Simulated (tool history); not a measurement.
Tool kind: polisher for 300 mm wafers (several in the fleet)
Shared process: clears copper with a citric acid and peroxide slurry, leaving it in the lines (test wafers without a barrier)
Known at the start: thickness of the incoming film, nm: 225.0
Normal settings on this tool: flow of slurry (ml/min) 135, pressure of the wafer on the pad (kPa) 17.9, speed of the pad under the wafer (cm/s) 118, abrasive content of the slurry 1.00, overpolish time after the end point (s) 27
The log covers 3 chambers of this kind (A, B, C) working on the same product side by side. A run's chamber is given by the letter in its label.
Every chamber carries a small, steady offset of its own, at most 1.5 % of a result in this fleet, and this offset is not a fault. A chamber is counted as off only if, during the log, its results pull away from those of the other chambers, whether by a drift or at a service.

run	hour	flow of slurry (ml/min)	pressure of the wafer on the pad (kPa)	speed of the pad under the wafer (cm/s)	abrasive content of the slurry	overpolish time after the end point (s)	wafers polished on this pad	hours since the slurry nozzle was cleaned	hours since the head pressure was calibrated	hours since the slurry blender was calibrated	time until the end point was called (s)	dishing of a wide line in a test structure (nm)
# hour 7.9: chamber C: worn pad replaced by a new one
1A	8.0	135	17.9	118	1.00	27	998	19.6	1453.4	219.0	111.390	36.292
# hour 13.0: chamber A: worn pad replaced by a new one
# hour 16.9: chamber B: slurry blender recalibrated
2C	19.4	135	17.9	118	1.00	27	103	122.8	129.8	275.8	113.360	35.024
# hour 26.7: chamber A: head pressure recalibrated
3B	30.6	135	17.9	118	1.00	27	1065	422.8	221.8	13.8	110.470	35.871
4C	42.8	135	17.9	118	1.00	27	313	146.2	153.2	299.2	111.850	35.289
5B	54.5	135	17.9	118	1.00	27	1280	446.7	245.7	37.7	111.150	35.232
6A	62.9	135	17.9	118	1.00	27	448	74.5	36.3	273.9	111.650	36.871
# hour 73.1: chamber B: worn pad replaced by a new one
7A	76.1	135	17.9	118	1.00	27	567	87.7	49.5	287.1	110.980	34.873
# hour 78.3: chamber A: slurry blender recalibrated
8C	86.7	160	17.9	118	0.90	27	708	190.1	197.1	343.1	110.770	36.099
# hour 99.1: chamber C: slurry blender recalibrated
9B	99.1	160	17.9	118	0.90	27	233	491.3	290.3	82.3	109.090	34.405
10C	110.5	160	17.9	118	0.90	27	921	213.9	220.9	11.5	113.070	34.670
# hour 114.6: chamber C: worn pad replaced by a new one
# hour 115.5: chamber A: worn pad replaced by a new one
11A	117.2	135	17.9	94	1.15	27	16	128.8	90.6	39.0	136.250	30.288
# hour 123.5: chamber B: slurry blender recalibrated
12B	126.1	135	17.9	94	1.15	27	476	518.3	317.3	2.7	135.820	30.413
13C	134.8	135	17.9	94	1.15	27	182	238.2	245.2	35.8	137.260	29.918
14A	147.5	135	17.9	118	1.00	27	288	159.1	120.9	69.3	110.730	33.815
15B	154.5	135	17.9	118	0.80	27	731	546.7	345.7	31.1	117.230	35.301
16C	168.1	135	17.9	118	0.80	27	481	271.5	278.5	69.1	119.000	33.841
17A	179.3	135	17.9	118	0.80	27	573	190.9	152.7	101.1	116.920	33.320
18B	190.9	135	17.9	118	1.00	27	1057	583.1	382.1	67.5	112.350	35.420
19C	199.2	135	17.9	118	1.00	27	760	302.6	309.6	100.2	116.070	33.633
# hour 204.6: chamber B: head pressure recalibrated
20B	206.6	135	17.9	118	1.00	27	1198	598.8	2.0	83.2	111.750	35.185
# hour 210.9: chamber B: worn pad replaced by a new one
# hour 211.2: chamber C: worn pad replaced by a new one
21A	217.1	135	17.9	118	1.00	27	913	228.7	190.5	138.9	111.270	35.949
22A	225.8	135	17.9	118	0.75	27	991	237.4	199.2	147.6	117.530	33.817
# hour 226.0: chamber A: worn pad replaced by a new one
# hour 228.2: chamber B: slurry blender recalibrated
23B	237.8	135	17.9	118	0.75	27	241	630.0	33.2	9.7	120.320	34.275
24C	250.5	135	17.9	118	0.75	27	353	353.9	360.9	151.5	124.500	32.160
25A	261.4	135	17.9	118	1.00	27	317	273.0	234.8	183.2	112.650	34.785
26C	272.7	135	17.9	118	1.00	27	552	376.1	383.1	173.7	116.750	34.435
27B	281.6	135	17.9	118	1.00	27	635	673.8	77.0	53.5	114.730	35.455
28A	291.7	135	17.9	118	1.00	27	590	303.3	265.1	213.5	113.210	35.455
29C	298.7	135	17.9	118	1.00	27	786	402.1	409.1	199.7	115.970	34.749
# hour 309.5: chamber C: worn pad replaced by a new one
30B	311.3	135	17.9	118	1.00	27	901	703.5	106.7	83.2	113.790	35.549
# hour 319.5: chamber B: slurry blender recalibrated
31B	324.2	135	22.8	118	1.25	27	1017	716.4	119.6	4.8	85.037	44.979
32C	336.1	135	22.8	118	1.25	27	239	439.5	446.5	237.1	89.955	43.787
# hour 337.8: chamber A: slurry blender recalibrated
33A	342.4	135	22.8	118	1.25	27	1045	354.0	315.8	4.6	84.184	45.897
# hour 347.3: chamber A: worn pad replaced by a new one
34B	352.9	135	17.9	118	1.00	27	1275	745.1	148.3	33.5	113.500	34.363
# hour 356.5: chamber B: worn pad replaced by a new one
# hour 356.6: chamber B: slurry nozzle cleaned
# hour 359.0: chamber A: slurry nozzle cleaned
35C	365.1	135	13.8	118	0.85	27	499	468.5	475.5	266.1	157.540	26.369
36A	377.9	135	13.8	118	0.85	27	275	18.9	351.3	40.1	149.470	27.869
37B	386.1	135	13.8	118	0.85	27	265	29.5	181.5	66.7	149.160	27.956
38C	399.5	135	17.9	118	1.00	27	808	502.9	509.9	300.5	119.510	33.021

For the next run the whole fleet of 3 chambers uses the same settings. Give each chamber's results:
39A	409.7	135	17.9	118	1.00	27					?	?
39B	409.7	135	17.9	118	1.00	27					?	?
39C	409.7	135	17.9	118	1.00	27					?	?

run	time until the end point was called (s)	dishing of a wide line in a test structure (nm)
39A	112.320	36.029
39B	111.370	36.177
39C	119.140	34.442
